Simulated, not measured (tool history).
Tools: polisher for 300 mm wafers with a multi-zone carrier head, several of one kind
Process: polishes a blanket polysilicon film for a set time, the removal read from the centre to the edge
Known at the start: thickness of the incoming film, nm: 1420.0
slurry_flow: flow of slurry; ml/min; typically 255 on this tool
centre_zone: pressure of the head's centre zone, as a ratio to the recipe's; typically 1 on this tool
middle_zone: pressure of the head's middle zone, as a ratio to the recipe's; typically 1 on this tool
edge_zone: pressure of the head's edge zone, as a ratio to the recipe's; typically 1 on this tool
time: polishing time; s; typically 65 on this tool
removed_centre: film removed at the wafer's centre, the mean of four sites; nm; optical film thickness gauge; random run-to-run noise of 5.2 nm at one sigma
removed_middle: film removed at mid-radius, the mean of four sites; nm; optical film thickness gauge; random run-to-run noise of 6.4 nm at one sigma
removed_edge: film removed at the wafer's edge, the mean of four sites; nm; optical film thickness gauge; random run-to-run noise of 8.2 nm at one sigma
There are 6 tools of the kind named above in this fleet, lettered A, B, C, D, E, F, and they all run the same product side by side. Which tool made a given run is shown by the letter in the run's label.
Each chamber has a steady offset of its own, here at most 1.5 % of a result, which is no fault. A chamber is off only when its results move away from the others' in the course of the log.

run,day,slurry_flow,centre_zone,middle_zone,edge_zone,time,wafers polished on this pad,hours since the slurry nozzle was cleaned,hours since the centre zone pressure was calibrated,hours since the edge zone pressure was calibrated,removed_centre,removed_middle,removed_edge
1B,0.15,255,1,1,1,65,1175,403.3,328,675.6,553.51,559.88,547.32
# day 0.162: chamber B: worn pad replaced by a new one
2D,0.362,255,1,1,1,65,259,120.8,279,64.7,557.68,561.95,558.91
3A,0.533,255,1,1,1,65,599,148.5,919,481.1,559.31,549.77,554.48
4F,0.721,255,1,1,1,65,800,105.5,958,426.7,560.75,564.88,550.44
# day 0.908: chamber C: worn pad replaced by a new one
5E,0.921,255,1,1,1,65,881,50.1,795.2,305.8,557.15,555.6,556.65
# day 1.046: chamber A: worn pad replaced by a new one
6C,1.088,255,1,1,1,65,27,124.9,30.2,174.8,539.97,553.43,555.02
7E,1.238,255,1,1,1,65,930,57.7,802.8,313.4,557.44,552.25,561.2
8C,1.367,255,1,1,1,65,71,131.6,36.9,181.5,547.48,575.26,564.85
9B,1.529,255,1,1,1,65,212,436.4,361.1,708.7,552.73,555.48,547.91
10A,1.671,255,1,1,1,65,97,175.8,946.3,508.4,554.02,556.62,560.48
11F,1.796,255,1,1,1,65,968,131.3,983.8,452.5,560.82,552.8,542.85
12D,1.933,255,1,1,1,65,503,158.5,316.7,102.4,541.49,555.56,560.31
13B,2.096,255,1,1,1,65,301,450,374.7,722.3,556.43,567.03,545.15
# day 2.108: chamber F: worn pad replaced by a new one
14E,2.217,255,1,1,1.06,65,1082,81.2,826.3,336.9,560.77,538.24,576.28
15D,2.408,255,1,1,1.06,65,577,169.9,328.1,113.8,543.48,556.24,575.11
16C,2.642,255,1,1,1.06,65,269,162.2,67.5,212.1,544.84,560.86,571.46
17F,2.812,255,1,1,1.06,65,109,155.7,1008.2,476.9,569.29,553.16,547.92
18A,3,255,1,1,1.06,65,304,207.7,978.2,540.3,551.26,566.99,584.18
# day 3.138: chamber E: worn pad replaced by a new one
19A,3.204,255,1,1,1.06,65,336,212.6,983.1,545.2,548.3,545.29,578.83
20D,3.321,255,1,1,1,65,719,191.8,350,135.7,534.75,554.18,563.25
# day 3.412: chamber D: worn pad replaced by a new one
21F,3.5,255,1,1,1,65,216,172.2,1024.7,493.4,562.11,549.6,552.1
22E,3.65,255,1,1,1,65,80,115.6,860.7,371.3,552.74,552.59,549.93
23C,3.858,255,1,1,1,65,459,191.4,96.7,241.3,548.07,559.18,535.79
# day 3.892: chamber F: centre zone pressure recalibrated
24B,3.979,255,1,1,1,65,594,495.2,419.9,767.5,556.07,550.24,559.85
25E,4.104,255,1,1,1.06,65,151,126.5,871.6,382.2,555.73,547.99,571.66
26D,4.317,255,1,1,1.06,65,141,215.7,373.9,159.6,520.27,564.23,581.38
27B,4.488,255,1,1,1.06,65,673,507.4,432.1,779.7,551.64,551.86,578.14
28F,4.629,255,1,1,1.06,65,392,199.3,17.7,520.5,562.1,560.27,574.96
29C,4.762,255,1,1,1.06,65,599,213.1,118.4,263,544.77,568.62,562.89
30A,4.908,255,1,1,1.06,65,601,253.5,1024,586.1,554.73,556.24,575.78
# day 5.033: chamber A: worn pad replaced by a new one
31F,5.133,255,1,1,1,65,471,211.4,29.8,532.6,565.72,550.17,545.38
32B,5.321,255,1,1,1,65,803,527.4,452.1,799.7,553.45,558.43,570.39
33A,5.438,255,1,1,1,65,63,266.2,1036.7,598.8,556.83,552.22,566
34E,5.621,255,1,1,1,65,387,162.9,908,418.6,550.49,552.39,539.37
35D,5.758,255,1,1,1,65,365,250.3,408.5,194.2,505.01,558.41,548.83
36C,5.925,255,1,1,1,65,780,241,146.3,290.9,545.72,552.77,541.82
37B,6.079,255,1,1.1,1,75,921,545.6,470.3,817.9,642.16,688.16,625.82
38D,6.192,255,1,1.1,1,75,433,260.7,418.9,204.6,588.75,704.45,633.89

All 6 chambers run these settings next. Forecast each chamber's results:
39A,6.362,255,1,0.96,1,65,,,,,?,?,?
39B,6.362,255,1,0.96,1,65,,,,,?,?,?
39C,6.362,255,1,0.96,1,65,,,,,?,?,?
39D,6.362,255,1,0.96,1,65,,,,,?,?,?
39E,6.362,255,1,0.96,1,65,,,,,?,?,?
39F,6.362,255,1,0.96,1,65,,,,,?,?,?

run,removed_centre,removed_middle,removed_edge
39A,546.28,537.77,559.84
39B,554.27,540.72,555.87
39C,558.36,541.44,545.61
39D,507.4,543.34,559.87
39E,555.88,533.08,560.63
39F,566.87,540.11,553.86
